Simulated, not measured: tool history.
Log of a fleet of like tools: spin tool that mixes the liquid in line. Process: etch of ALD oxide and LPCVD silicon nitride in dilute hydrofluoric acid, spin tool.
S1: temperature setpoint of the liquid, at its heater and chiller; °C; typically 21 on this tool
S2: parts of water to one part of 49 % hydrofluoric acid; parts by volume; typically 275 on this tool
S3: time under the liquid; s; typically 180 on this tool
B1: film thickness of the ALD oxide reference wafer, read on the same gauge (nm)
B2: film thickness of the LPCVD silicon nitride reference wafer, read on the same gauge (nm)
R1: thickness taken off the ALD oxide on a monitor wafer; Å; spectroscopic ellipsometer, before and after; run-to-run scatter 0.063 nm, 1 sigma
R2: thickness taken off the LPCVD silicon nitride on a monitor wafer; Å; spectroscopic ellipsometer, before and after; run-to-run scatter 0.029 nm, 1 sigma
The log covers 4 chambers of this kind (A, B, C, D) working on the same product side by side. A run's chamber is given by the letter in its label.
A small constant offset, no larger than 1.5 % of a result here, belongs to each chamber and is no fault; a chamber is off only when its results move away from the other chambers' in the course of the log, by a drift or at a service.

run 1A hour=4.7 | S1=21 S2=275 S3=180 | B1=89.996 B2=110 | R1=97.965 R2=2.5299
run 2B hour=9.6 | S1=21 S2=275 S3=180 | B1=89.995 B2=110.01 | R1=97.075 R2=2.4974
run 3D hour=16.5 | S1=21 S2=275 S3=180 | B1=89.999 B2=110.01 | R1=97.209 R2=2.8988
run 4C hour=23.3 | S1=21 S2=275 S3=180 | B1=89.973 B2=110 | R1=96.128 R2=2.4193
run 5D hour=32.3 | S1=21 S2=375 S3=285 | B1=89.979 B2=110.01 | R1=103.75 R2=3.1584
run 6C hour=41.9 | S1=21 S2=375 S3=285 | B1=89.996 B2=110.02 | R1=102.39 R2=3.0159
run 7A hour=49.5 | S1=21 S2=375 S3=285 | B1=89.986 B2=109.96 | R1=103.82 R2=2.6965
run 8B hour=59 | S1=21 S2=375 S3=285 | B1=90.027 B2=110.03 | R1=104.06 R2=3.329
run 9C hour=67.9 | S1=21 S2=275 S3=180 | B1=90.003 B2=110.01 | R1=96.028 R2=2.0479
run 10A hour=74.6 | S1=21 S2=275 S3=180 | B1=89.987 B2=110 | R1=96.59 R2=2.5237
run 11D hour=81.4 | S1=21 S2=275 S3=180 | B1=90.002 B2=110.01 | R1=96.199 R2=2.7454
run 12B hour=88.9 | S1=21 S2=410 S3=180 | B1=90.047 B2=109.99 | R1=57.988 R2=1.4562
run 13D hour=96.2 | S1=21 S2=410 S3=180 | B1=89.983 B2=109.97 | R1=57.899 R2=1.5942
run 14B hour=102.6 | S1=21 S2=410 S3=180 | B1=89.999 B2=110 | R1=58.158 R2=1.8202
run 15A hour=111.5 | S1=21 S2=410 S3=180 | B1=90.022 B2=109.99 | R1=58.779 R2=1.8861
run 16C hour=118.9 | S1=21 S2=275 S3=180 | B1=89.999 B2=109.97 | R1=97.413 R2=2.3871
run 17B hour=126.1 | S1=21 S2=275 S3=180 | B1=89.994 B2=109.98 | R1=97.841 R2=2.4271
run 18D hour=133.5 | S1=21 S2=275 S3=180 | B1=90.033 B2=110.01 | R1=96.284 R2=2.196
run 19C hour=142.9 | S1=21 S2=275 S3=180 | B1=90.012 B2=109.96 | R1=94.851 R2=3.0413
run 20A hour=149.7 | S1=21 S2=275 S3=180 | B1=89.985 B2=110.03 | R1=98.692 R2=3.1713
run 21A hour=158.2 | S1=21 S2=275 S3=180 | B1=89.993 B2=110.02 | R1=99.542 R2=2.6297
run 22B hour=163.1 | S1=21 S2=275 S3=180 | B1=90.005 B2=109.97 | R1=96.083 R2=2.7101
run 23C hour=167.5 | S1=21 S2=275 S3=180 | B1=90.003 B2=110 | R1=96.671 R2=2.6412
run 24D hour=174.9 | S1=21 S2=275 S3=180 | B1=90.034 B2=110 | R1=96.488 R2=2.9793
run 25D hour=183.4 | S1=21 S2=275 S3=180 | B1=89.98 B2=110 | R1=95.945 R2=2.4814
run 26B hour=191.6 | S1=21 S2=275 S3=180 | B1=90.03 B2=110 | R1=97.462 R2=2.8885
run 27C hour=197.6 | S1=21 S2=275 S3=180 | B1=89.981 B2=109.99 | R1=95.535 R2=2.3259
run 28A hour=206.8 | S1=21 S2=275 S3=180 | B1=90.034 B2=110 | R1=100.45 R2=2.725
run 29D hour=211 | S1=21 S2=165 S3=260 | B1=90 B2=109.98 | R1=257.27 R2=6.7158
run 30B hour=215.7 | S1=21 S2=165 S3=260 | B1=89.943 B2=110.03 | R1=259.66 R2=5.8999
run 31C hour=222.8 | S1=21 S2=165 S3=260 | B1=89.995 B2=110 | R1=259.12 R2=6.1752
run 32A hour=227 | S1=21 S2=165 S3=260 | B1=90.04 B2=109.98 | R1=269.21 R2=6.5862
run 33B hour=235.9 | S1=21 S2=275 S3=180 | B1=89.974 B2=109.97 | R1=96.631 R2=2.5329
run 34D hour=241.2 | S1=21 S2=275 S3=180 | B1=89.983 B2=110.02 | R1=95.955 R2=2.2131
run 35A hour=248.5 | S1=21 S2=275 S3=180 | B1=89.978 B2=109.97 | R1=100.87 R2=3.0889
run 36C hour=252.9 | S1=21 S2=275 S3=180 | B1=90.003 B2=109.97 | R1=96.547 R2=2.5947
run 37B hour=257.8 | S1=21 S2=275 S3=180 | B1=90.017 B2=109.99 | R1=98.035 R2=2.3783
run 38A hour=266.9 | S1=21 S2=275 S3=180 | B1=89.983 B2=110.02 | R1=101.03 R2=3.7077
run 39C hour=273.4 | S1=21 S2=275 S3=180 | B1=90.038 B2=110.01 | R1=96.103 R2=2.4212
run 40D hour=280.7 | S1=21 S2=275 S3=180 | B1=90.021 B2=110 | R1=96.89 R2=2.8522
run 41C hour=288.6 | S1=21 S2=275 S3=180 | B1=89.982 B2=109.99 | R1=97.689 R2=2.2267

What goes on in this fleet: one chamber off, a drifting gauge, or nothing beyond the chambers' own small offsets? Name the chamber and the cause, if any.

It is chamber A that slowly wanders off from its peers.
Likeliest cause: liquid hotter than its thermometer reads (K) = 1.49.

Chamber A could run next with any of the 4 candidate recipes listed below; each alters the usual settings, and their results appear as question marks. Which one brings its results back in line with what the other chambers deliver on the usual settings?
In-line tolerance around the mean of the other chambers on the usual settings: R1 2.2 Å; R2 1 Å
run 42A-1 hour=295.5 | S1=20.5 S2=270 S3=170 | R1=? R2=?
run 42A-2 hour=295.5 | S1=21.5 S2=280 S3=185 | R1=? R2=?
run 42A-3 hour=295.5 | S1=22 S2=280 S3=190 | R1=? R2=?
run 42A-4 hour=295.5 | S1=20.5 S2=270 S3=175 | R1=? R2=?

The mean the other chambers reach with the usual settings: R1 96.517 Å; R2 2.6313 Å
run=42A-1 R1=97.24 R2=2.5416
run=42A-2 R1=104.77 R2=2.8401
run=42A-3 R1=109.49 R2=3.0067
run=42A-4 R1=100.1 R2=2.6163
It is 42A-1 that realigns the chamber with its peers.
